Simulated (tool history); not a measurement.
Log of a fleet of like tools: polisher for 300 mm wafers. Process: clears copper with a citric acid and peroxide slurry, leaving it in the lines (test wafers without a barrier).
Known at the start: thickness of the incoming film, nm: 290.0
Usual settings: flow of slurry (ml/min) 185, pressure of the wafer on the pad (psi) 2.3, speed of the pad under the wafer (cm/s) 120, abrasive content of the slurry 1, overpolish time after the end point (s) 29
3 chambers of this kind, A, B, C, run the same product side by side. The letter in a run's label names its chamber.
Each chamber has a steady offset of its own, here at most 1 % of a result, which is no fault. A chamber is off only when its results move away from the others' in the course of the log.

| run | day | flow of slurry (ml/min) | pressure of the wafer on the pad (psi) | speed of the pad under the wafer (cm/s) | abrasive content of the slurry | overpolish time after the end point (s) | time until the end point was called (s) | dishing of a wide line in a test structure (angstrom) |
|---|---|---|---|---|---|---|---|---|
| 1B | 0.208 | 185 | 2.3 | 120 | 1 | 29 | 120.290 | 481.03 |
| 2A | 0.458 | 185 | 2.3 | 120 | 1 | 29 | 121.330 | 468.21 |
| 3C | 0.625 | 185 | 2.3 | 120 | 1 | 29 | 120.510 | 464.01 |
| 4C | 0.758 | 185 | 2.3 | 120 | 1 | 29 | 121.930 | 468.92 |
|  | 0.946 | chamber C: head pressure recalibrated |
| 5A | 0.958 | 185 | 2.3 | 120 | 1 | 29 | 118.750 | 461.33 |
|  | 0.983 | chamber B: head pressure recalibrated |
| 6B | 1.204 | 185 | 2.3 | 120 | 1 | 29 | 120.580 | 475.53 |
|  | 1.212 | chamber C: worn pad replaced by a new one |
| 7B | 1.317 | 185 | 2.3 | 120 | 1 | 29 | 124.230 | 454.11 |
| 8A | 1.550 | 185 | 2.3 | 120 | 1 | 29 | 123.440 | 473.56 |
| 9C | 1.796 | 185 | 2.3 | 120 | 1 | 29 | 122.530 | 478.75 |
| 10A | 2.042 | 185 | 2.3 | 120 | 1 | 15 | 122.490 | 268.43 |
| 11C | 2.167 | 185 | 2.3 | 120 | 1 | 15 | 119.470 | 258.85 |
| 12B | 2.321 | 185 | 2.3 | 120 | 1 | 15 | 123.300 | 255.69 |
| 13C | 2.438 | 185 | 2.3 | 120 | 1 | 29 | 118.980 | 484.71 |
| 14B | 2.642 | 185 | 2.3 | 120 | 1 | 29 | 122.600 | 470.31 |
|  | 2.758 | chamber A: worn pad replaced by a new one |
| 15A | 2.821 | 245 | 2.3 | 120 | 1 | 29 | 116.390 | 491.01 |
|  | 2.912 | chamber A: slurry nozzle cleaned |
| 16C | 2.958 | 245 | 2.3 | 120 | 1 | 29 | 116.550 | 491.79 |
| 17A | 3.150 | 245 | 2.3 | 120 | 1 | 29 | 115.510 | 491.54 |
|  | 3.188 | chamber B: slurry blender recalibrated |
| 18B | 3.383 | 185 | 2.3 | 120 | 1 | 29 | 127.370 | 466.32 |
|  | 3.483 | chamber A: head pressure recalibrated |
| 19C | 3.612 | 185 | 2.3 | 120 | 1 | 29 | 121.170 | 492.36 |
| 20A | 3.775 | 185 | 2.5 | 120 | 1 | 29 | 113.860 | 506.70 |
| 21B | 4.025 | 185 | 2.5 | 120 | 1 | 29 | 117.760 | 494.79 |
| 22C | 4.238 | 185 | 2.5 | 120 | 1 | 29 | 113.520 | 514.40 |
| 23A | 4.412 | 185 | 2.3 | 120 | 1 | 29 | 121.980 | 485.24 |
| 24B | 4.650 | 185 | 2.3 | 120 | 1 | 29 | 126.640 | 466.53 |
| 25A | 4.871 | 185 | 2.3 | 120 | 1 | 29 | 122.980 | 468.14 |
| 26C | 5.046 | 210 | 2.3 | 120 | 1 | 29 | 118.160 | 469.82 |
| 27B | 5.267 | 210 | 2.3 | 120 | 1 | 29 | 124.730 | 461.28 |
|  | 5.396 | chamber A: slurry blender recalibrated |
| 28C | 5.492 | 210 | 2.3 | 120 | 1 | 29 | 119.320 | 479.63 |
| 29B | 5.617 | 185 | 2.3 | 120 | 1 | 29 | 129.740 | 455.48 |
| 30A | 5.821 | 185 | 2.3 | 120 | 1 | 29 | 121.760 | 474.34 |
| 31A | 6.042 | 185 | 2.3 | 120 | 1 | 29 | 120.550 | 472.42 |
| 32C | 6.167 | 185 | 2.3 | 148 | 1 | 29 | 99.939 | 562.90 |
| 33B | 6.292 | 185 | 2.3 | 148 | 1 | 29 | 106.240 | 539.73 |

Is one chamber off against the others, does the gauge drift, or is nothing wrong? If a chamber is off, say which, and what the likeliest cause is.

Chamber B drifts away from the others.
Cause: slurry flow missing at the pad, % = 36.1.
The log may not tell that from: removal rate lost through wear of the pad, %.

Here are 4 candidates for chamber B's next run, each the usual settings with a change, their results left as question marks. Which one brings its results back in line with what the others give on the usual settings?
In line means no further than this from the other chambers' mean on the usual settings: time until the end point was called (s) 5.500; dishing of a wide line in a test structure (angstrom) 28.00
| 34B-1 | 6.475 | 190 | 2.5 | 130 | 1 | 28 | ? | ? |
| 34B-2 | 6.475 | 185 | 2.2 | 116 | 1 | 29 | ? | ? |
| 34B-3 | 6.475 | 185 | 2.4 | 124 | 1 | 29 | ? | ? |
| 34B-4 | 6.475 | 180 | 2.1 | 110 | 1 | 30 | ? | ? |

The other chambers' mean on the usual settings: time until the end point was called (s) 120.680; dishing of a wide line in a test structure (angstrom) 473.96
| run | time until the end point was called (s) | dishing of a wide line in a test structure (angstrom) |
|---|---|---|
| 34B-1 | 111.180 | 494.14 |
| 34B-2 | 141.400 | 411.37 |
| 34B-3 | 121.810 | 469.97 |
| 34B-4 | 156.610 | 386.72 |
34B-3 brings the chamber back in line.

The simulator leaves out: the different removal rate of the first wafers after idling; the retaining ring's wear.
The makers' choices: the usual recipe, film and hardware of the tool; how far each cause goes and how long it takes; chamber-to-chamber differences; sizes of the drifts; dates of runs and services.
